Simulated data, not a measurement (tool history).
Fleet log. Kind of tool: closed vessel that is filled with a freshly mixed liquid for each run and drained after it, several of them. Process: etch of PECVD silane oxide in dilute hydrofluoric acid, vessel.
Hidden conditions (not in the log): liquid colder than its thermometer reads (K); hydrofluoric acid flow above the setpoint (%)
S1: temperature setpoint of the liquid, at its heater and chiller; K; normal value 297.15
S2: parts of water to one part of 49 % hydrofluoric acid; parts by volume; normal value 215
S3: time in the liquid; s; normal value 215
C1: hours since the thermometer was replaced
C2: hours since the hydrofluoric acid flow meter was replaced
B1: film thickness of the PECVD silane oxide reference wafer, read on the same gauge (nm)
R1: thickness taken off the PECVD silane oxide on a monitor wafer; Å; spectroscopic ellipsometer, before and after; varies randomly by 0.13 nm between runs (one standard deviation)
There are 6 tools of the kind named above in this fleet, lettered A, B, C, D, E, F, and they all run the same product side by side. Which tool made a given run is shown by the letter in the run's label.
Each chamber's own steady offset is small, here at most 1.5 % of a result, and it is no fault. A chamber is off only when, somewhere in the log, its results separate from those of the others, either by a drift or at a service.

run   hour      S1   S2   S3      C1      C2      B1      R1
 1C    9.7  297.15  215  215   691.9   357.4  129.99  246.86
 2A   16.5  297.15  215  215   197.6   824.6  130.01  243.81
 3D   23.0  297.15  215  215   378.8  1888.8  130.01  247.81
 4B   29.1  297.15  215  215   995.1   522.5  130.00  246.90
 5E   43.1  297.15  305  215   521.7   111.3  130.00  159.57
 6F   52.6  297.15  305  215   567.2   656.8  130.01  157.19
 7C   64.7  297.15  305  215   746.9   412.4  129.96  160.08
 8D   71.1  297.15  305  215   426.9  1936.9  129.97  159.33
 9B   84.8  297.15  305  215  1050.8   578.2  130.02  159.70
10E   92.8  297.15  305  215   571.4   161.0  130.01  159.88
11A  101.3  297.15  215  215   282.4   909.4  130.01  246.06
12F  111.3  297.15  215  215   625.9   715.5  129.99  245.35
13A  123.5  299.65  215  295   304.6   931.6  130.02  373.01
14B  137.4  299.65  215  295  1103.4   630.8  130.01  371.55
15E  149.9  299.65  215  295   628.5   218.1  130.03  374.17
16F  157.4  299.65  215  295   672.0   761.6  130.04  370.04
17C  169.4  299.65  215  295   851.6   517.1  130.01  373.21
18D  180.8  299.65  215  295   536.6  2046.6  130.00  367.94
19A  194.6  297.15  215  215   375.7  1002.7  129.98  248.18
20C  203.6  297.15  215  215   885.8   551.3  130.00  246.95
21D  214.5  297.15  215  215   570.3  2080.3  129.97  247.68
22E  227.5  297.15  215  215   706.1   295.7  129.99  249.32
23B  237.5  297.15  120  215  1203.5   730.9  129.96  499.03
24F  244.9  297.15  120  215   759.5   849.1  130.02  493.31
25B  258.8  297.15  120  215  1224.8   752.2  130.00  497.63
26A  267.2  297.15  120  215   448.3  1075.3  129.97  484.03
27C  276.2  297.15  120  215   958.4   623.9  129.98  490.61
28D  284.4  297.15  120  215   640.2  2150.2  129.97  492.97
29F  293.9  297.15  215  215   808.5   898.1  129.97  242.18
30E  305.2  297.15  215  215   783.8   373.4  130.02  249.44
31B  311.4  297.15  215  215  1277.4   804.8  129.97  247.69
32A  323.2  297.15  215  215   504.3  1131.3  129.98  247.77
33C  330.2  297.15  215  215  1012.4   677.9  130.02  246.25
34D  344.3  297.15  215  215   700.1  2210.1  130.00  248.12
     348.6  -- chamber E: thermometer replaced
35E  354.6  297.15  215  215     6.1   422.8  129.97  248.64
36F  361.8  297.15  215  215   876.4   966.0  130.00  239.40
37F  372.2  297.15  215  215   886.8   976.4  130.03  239.12
38C  379.7  297.15  215  215  1061.9   727.4  130.05  246.79
39E  386.5  297.15  215  215    38.0   454.7  129.99  247.38
40B  393.3  297.15  215  215  1359.3   886.7  130.03  247.15

All chambers now run identical settings, listed one chamber a line with results as question marks. What results will each chamber show?
41A  403.5  297.15  255  215               ?
41B  403.5  297.15  255  215               ?
41C  403.5  297.15  255  215               ?
41D  403.5  297.15  255  215               ?
41E  403.5  297.15  255  215               ?
41F  403.5  297.15  255  215               ?

run      R1
41A  199.50
41B  200.00
41C  199.82
41D  199.81
41E  200.66
41F  192.41

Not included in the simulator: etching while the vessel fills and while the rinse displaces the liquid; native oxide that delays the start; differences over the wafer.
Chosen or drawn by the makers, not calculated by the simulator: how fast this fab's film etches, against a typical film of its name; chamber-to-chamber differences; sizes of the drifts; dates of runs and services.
